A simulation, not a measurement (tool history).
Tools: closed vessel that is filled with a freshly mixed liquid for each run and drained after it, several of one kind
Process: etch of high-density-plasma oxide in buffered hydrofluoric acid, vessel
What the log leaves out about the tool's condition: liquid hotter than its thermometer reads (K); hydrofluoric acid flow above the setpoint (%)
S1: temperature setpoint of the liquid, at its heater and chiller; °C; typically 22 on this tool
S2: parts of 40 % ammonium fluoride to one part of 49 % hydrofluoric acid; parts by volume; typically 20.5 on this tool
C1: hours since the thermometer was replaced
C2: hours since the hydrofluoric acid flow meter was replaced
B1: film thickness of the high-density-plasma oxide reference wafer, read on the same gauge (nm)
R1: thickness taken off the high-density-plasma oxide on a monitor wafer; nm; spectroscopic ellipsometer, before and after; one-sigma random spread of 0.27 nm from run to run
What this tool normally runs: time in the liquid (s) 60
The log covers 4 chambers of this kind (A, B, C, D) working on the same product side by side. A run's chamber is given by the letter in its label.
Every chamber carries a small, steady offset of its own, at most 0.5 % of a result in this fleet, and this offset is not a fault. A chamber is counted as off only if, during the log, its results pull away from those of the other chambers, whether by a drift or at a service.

{"run": "1B", "day": 0.454, "S1": 22, "S2": 20.5, "time in the liquid (s)": 60, "C1": 747, "C2": 1583.8, "B1": 49.994, "R1": 58.025}
{"run": "2D", "day": 0.867, "S1": 22, "S2": 20.5, "time in the liquid (s)": 60, "C1": 27.7, "C2": 304.5, "B1": 49.964, "R1": 57.552}
{"run": "3A", "day": 1.429, "S1": 22, "S2": 20.5, "time in the liquid (s)": 60, "C1": 780.9, "C2": 42.2, "B1": 50.014, "R1": 57.559}
{"run": "4C", "day": 1.738, "S1": 22, "S2": 20.5, "time in the liquid (s)": 60, "C1": 266.8, "C2": 1611.8, "B1": 50.032, "R1": 57.563}
{"run": "5A", "day": 2.35, "S1": 22, "S2": 20.5, "time in the liquid (s)": 60, "C1": 803, "C2": 64.3, "B1": 49.969, "R1": 57.489}
{"run": "6C", "day": 2.683, "S1": 22, "S2": 20.5, "time in the liquid (s)": 60, "C1": 289.5, "C2": 1634.5, "B1": 49.985, "R1": 57.401}
{"run": "7D", "day": 3.338, "S1": 18.5, "S2": 14.5, "time in the liquid (s)": 60, "C1": 87, "C2": 363.8, "B1": 49.972, "R1": 65.333}
{"run": "8B", "day": 3.983, "S1": 18.5, "S2": 14.5, "time in the liquid (s)": 60, "C1": 831.7, "C2": 1668.5, "B1": 50.049, "R1": 66.223}
{"run": "9A", "day": 4.392, "S1": 18.5, "S2": 14.5, "time in the liquid (s)": 60, "C1": 852, "C2": 113.3, "B1": 50.05, "R1": 64.806}
{"run": "10C", "day": 4.942, "S1": 18.5, "S2": 14.5, "time in the liquid (s)": 60, "C1": 343.7, "C2": 1688.7, "B1": 49.991, "R1": 66.743}
{"run": "11D", "day": 5.396, "S1": 22, "S2": 20.5, "time in the liquid (s)": 60, "C1": 136.4, "C2": 413.2, "B1": 50.018, "R1": 57.249}
{"day": 5.692, "done": "chamber B: hydrofluoric acid flow meter replaced"}
{"run": "12B", "day": 5.904, "S1": 22, "S2": 20.5, "time in the liquid (s)": 60, "C1": 877.8, "C2": 5.1, "B1": 50.035, "R1": 57.356}
{"run": "13C", "day": 6.283, "S1": 22, "S2": 20.5, "time in the liquid (s)": 60, "C1": 375.9, "C2": 1720.9, "B1": 49.99, "R1": 57.795}
{"run": "14B", "day": 6.596, "S1": 22, "S2": 20.5, "time in the liquid (s)": 60, "C1": 894.4, "C2": 21.7, "B1": 49.994, "R1": 57.996}
{"run": "15A", "day": 7.1, "S1": 22, "S2": 20.5, "time in the liquid (s)": 60, "C1": 917, "C2": 178.3, "B1": 50.014, "R1": 57.3}
{"run": "16D", "day": 7.717, "S1": 22, "S2": 20.5, "time in the liquid (s)": 60, "C1": 192.1, "C2": 468.9, "B1": 50.026, "R1": 56.893}
{"run": "17B", "day": 8.075, "S1": 22, "S2": 20.5, "time in the liquid (s)": 60, "C1": 929.9, "C2": 57.2, "B1": 50.008, "R1": 57.568}
{"run": "18D", "day": 8.621, "S1": 22, "S2": 20.5, "time in the liquid (s)": 60, "C1": 213.8, "C2": 490.6, "B1": 49.991, "R1": 57.246}
{"run": "19C", "day": 9.233, "S1": 22, "S2": 20.5, "time in the liquid (s)": 60, "C1": 446.7, "C2": 1791.7, "B1": 49.997, "R1": 57.563}
{"run": "20A", "day": 9.729, "S1": 22, "S2": 20.5, "time in the liquid (s)": 60, "C1": 980.1, "C2": 241.4, "B1": 50.048, "R1": 56.922}
{"run": "21A", "day": 10.254, "S1": 22, "S2": 20.5, "time in the liquid (s)": 60, "C1": 992.7, "C2": 254, "B1": 49.998, "R1": 56.867}
{"run": "22C", "day": 10.792, "S1": 22, "S2": 20.5, "time in the liquid (s)": 60, "C1": 484.1, "C2": 1829.1, "B1": 49.955, "R1": 58.116}
{"run": "23D", "day": 11.121, "S1": 22, "S2": 20.5, "time in the liquid (s)": 60, "C1": 273.8, "C2": 550.6, "B1": 49.981, "R1": 57.012}
{"run": "24B", "day": 11.412, "S1": 22, "S2": 20.5, "time in the liquid (s)": 60, "C1": 1010, "C2": 137.3, "B1": 49.989, "R1": 57.805}
{"run": "25C", "day": 12.079, "S1": 22, "S2": 20.5, "time in the liquid (s)": 60, "C1": 515, "C2": 1860, "B1": 50.008, "R1": 58.038}
{"run": "26A", "day": 12.412, "S1": 22, "S2": 20.5, "time in the liquid (s)": 60, "C1": 1044.5, "C2": 305.8, "B1": 49.975, "R1": 57.5}
{"run": "27B", "day": 12.883, "S1": 22, "S2": 20.5, "time in the liquid (s)": 60, "C1": 1045.3, "C2": 172.6, "B1": 49.974, "R1": 57.518}
{"day": 13.1, "done": "chamber C: hydrofluoric acid flow meter replaced"}
{"run": "28D", "day": 13.521, "S1": 22, "S2": 20.5, "time in the liquid (s)": 60, "C1": 331.4, "C2": 608.2, "B1": 50.017, "R1": 56.858}
{"run": "29A", "day": 14.071, "S1": 22, "S2": 20.5, "time in the liquid (s)": 60, "C1": 1084.3, "C2": 345.6, "B1": 49.968, "R1": 56.816}
{"run": "30C", "day": 14.362, "S1": 22, "S2": 20.5, "time in the liquid (s)": 60, "C1": 569.8, "C2": 30.3, "B1": 49.966, "R1": 57.454}

All 4 chambers run these settings next. Forecast each chamber's results:
{"run": "31A", "day": 14.842, "S1": 22, "S2": 20.5, "time in the liquid (s)": 60, "R1": "?"}
{"run": "31B", "day": 14.842, "S1": 22, "S2": 20.5, "time in the liquid (s)": 60, "R1": "?"}
{"run": "31C", "day": 14.842, "S1": 22, "S2": 20.5, "time in the liquid (s)": 60, "R1": "?"}
{"run": "31D", "day": 14.842, "S1": 22, "S2": 20.5, "time in the liquid (s)": 60, "R1": "?"}

run=31A R1=57.597
run=31B R1=57.535
run=31C R1=57.283
run=31D R1=57.261
